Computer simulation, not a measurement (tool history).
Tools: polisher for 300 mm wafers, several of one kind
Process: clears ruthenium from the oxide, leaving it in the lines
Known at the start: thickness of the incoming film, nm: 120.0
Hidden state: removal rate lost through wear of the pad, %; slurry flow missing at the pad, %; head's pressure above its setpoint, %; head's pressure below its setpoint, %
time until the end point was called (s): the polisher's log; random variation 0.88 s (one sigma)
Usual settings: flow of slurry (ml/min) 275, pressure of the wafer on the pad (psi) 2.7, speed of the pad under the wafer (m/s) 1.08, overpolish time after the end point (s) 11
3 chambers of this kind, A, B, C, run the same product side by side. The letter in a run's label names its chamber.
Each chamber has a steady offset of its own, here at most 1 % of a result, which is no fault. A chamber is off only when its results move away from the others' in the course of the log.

| run | day | flow of slurry (ml/min) | pressure of the wafer on the pad (psi) | speed of the pad under the wafer (m/s) | overpolish time after the end point (s) | wafers polished on this pad | hours since the slurry nozzle was cleaned | hours since the head pressure was calibrated | time until the end point was called (s) |
|---|---|---|---|---|---|---|---|---|---|
|  | 0.067 | chamber A: worn pad replaced by a new one |
| 1C | 0.346 | 275 | 2.7 | 1.08 | 11 | 299 | 178.4 | 196.7 | 77.613 |
| 2A | 0.546 | 275 | 2.7 | 1.08 | 11 | 62 | 283.2 | 455.2 | 77.043 |
| 3B | 0.838 | 275 | 2.7 | 1.08 | 11 | 1022 | 32.0 | 233.0 | 78.355 |
| 4C | 1.021 | 275 | 2.7 | 1.08 | 11 | 387 | 194.6 | 212.9 | 77.416 |
| 5A | 1.200 | 275 | 2.7 | 1.08 | 11 | 146 | 298.9 | 470.9 | 76.711 |
| 6B | 1.454 | 275 | 2.7 | 1.08 | 11 | 1102 | 46.8 | 247.8 | 78.820 |
| 7B | 1.733 | 275 | 2.7 | 1.08 | 11 | 1138 | 53.5 | 254.5 | 78.520 |
| 8A | 2.058 | 275 | 2.7 | 1.08 | 11 | 258 | 319.5 | 491.5 | 78.589 |
| 9C | 2.221 | 275 | 2.7 | 1.08 | 11 | 542 | 223.4 | 241.7 | 79.062 |
| 10A | 2.529 | 275 | 2.7 | 1.08 | 11 | 319 | 330.8 | 502.8 | 79.293 |
| 11C | 2.846 | 275 | 2.7 | 1.08 | 11 | 623 | 238.4 | 256.7 | 81.561 |
| 12B | 3.038 | 275 | 2.7 | 1.08 | 11 | 1307 | 84.8 | 285.8 | 76.965 |
|  | 3.212 | chamber A: slurry nozzle cleaned |
|  | 3.279 | chamber B: worn pad replaced by a new one |
| 13A | 3.354 | 275 | 2.7 | 1.08 | 11 | 425 | 3.5 | 522.6 | 78.504 |
| 14B | 3.588 | 275 | 2.7 | 1.08 | 11 | 40 | 98.0 | 299.0 | 78.608 |
| 15C | 3.817 | 275 | 2.7 | 1.08 | 11 | 749 | 261.7 | 280.0 | 81.510 |
| 16C | 4.012 | 275 | 2.7 | 1.08 | 11 | 774 | 266.4 | 284.7 | 80.587 |
| 17B | 4.312 | 275 | 2.7 | 1.08 | 11 | 134 | 115.4 | 316.4 | 78.115 |
| 18A | 4.675 | 275 | 2.7 | 1.08 | 11 | 596 | 35.2 | 554.3 | 78.834 |
| 19C | 5.017 | 275 | 2.7 | 1.08 | 11 | 904 | 290.5 | 308.8 | 83.344 |
| 20A | 5.375 | 275 | 2.7 | 1.08 | 11 | 687 | 52.0 | 571.1 | 78.596 |
| 21B | 5.683 | 275 | 2.7 | 1.08 | 11 | 311 | 148.3 | 349.3 | 77.402 |
| 22B | 6.017 | 275 | 2.7 | 1.08 | 8 | 354 | 156.3 | 357.3 | 77.587 |
| 23A | 6.229 | 275 | 2.7 | 1.08 | 8 | 798 | 72.5 | 591.6 | 78.300 |
|  | 6.388 | chamber C: worn pad replaced by a new one |
| 24C | 6.583 | 275 | 2.7 | 1.08 | 8 | 25 | 328.1 | 346.4 | 84.743 |
| 25B | 6.846 | 365 | 2.7 | 1.08 | 11 | 462 | 176.2 | 377.2 | 75.684 |
| 26C | 7.142 | 365 | 2.7 | 1.08 | 11 | 97 | 341.5 | 359.8 | 82.862 |
| 27A | 7.346 | 365 | 2.7 | 1.08 | 11 | 942 | 99.3 | 618.4 | 76.811 |
| 28B | 7.679 | 275 | 2.7 | 1.08 | 11 | 569 | 196.2 | 397.2 | 76.102 |
| 29A | 7.971 | 275 | 2.7 | 1.08 | 11 | 1023 | 114.3 | 633.4 | 78.268 |
| 30C | 8.167 | 275 | 2.7 | 1.08 | 11 | 230 | 366.1 | 384.4 | 87.267 |
| 31A | 8.329 | 275 | 2.7 | 0.72 | 7 | 1070 | 122.9 | 642.0 | 117.790 |
| 32B | 8.504 | 275 | 2.7 | 0.72 | 7 | 676 | 216.0 | 417.0 | 116.550 |

Next, every chamber runs the same settings. What will each give?
| 33A | 8.767 | 275 | 2.7 | 0.76 | 11 |  |  |  | ? |
| 33B | 8.767 | 275 | 2.7 | 0.76 | 11 |  |  |  | ? |
| 33C | 8.767 | 275 | 2.7 | 0.76 | 11 |  |  |  | ? |

| run | time until the end point was called (s) |
|---|---|
| 33A | 112.300 |
| 33B | 112.870 |
| 33C | 124.000 |
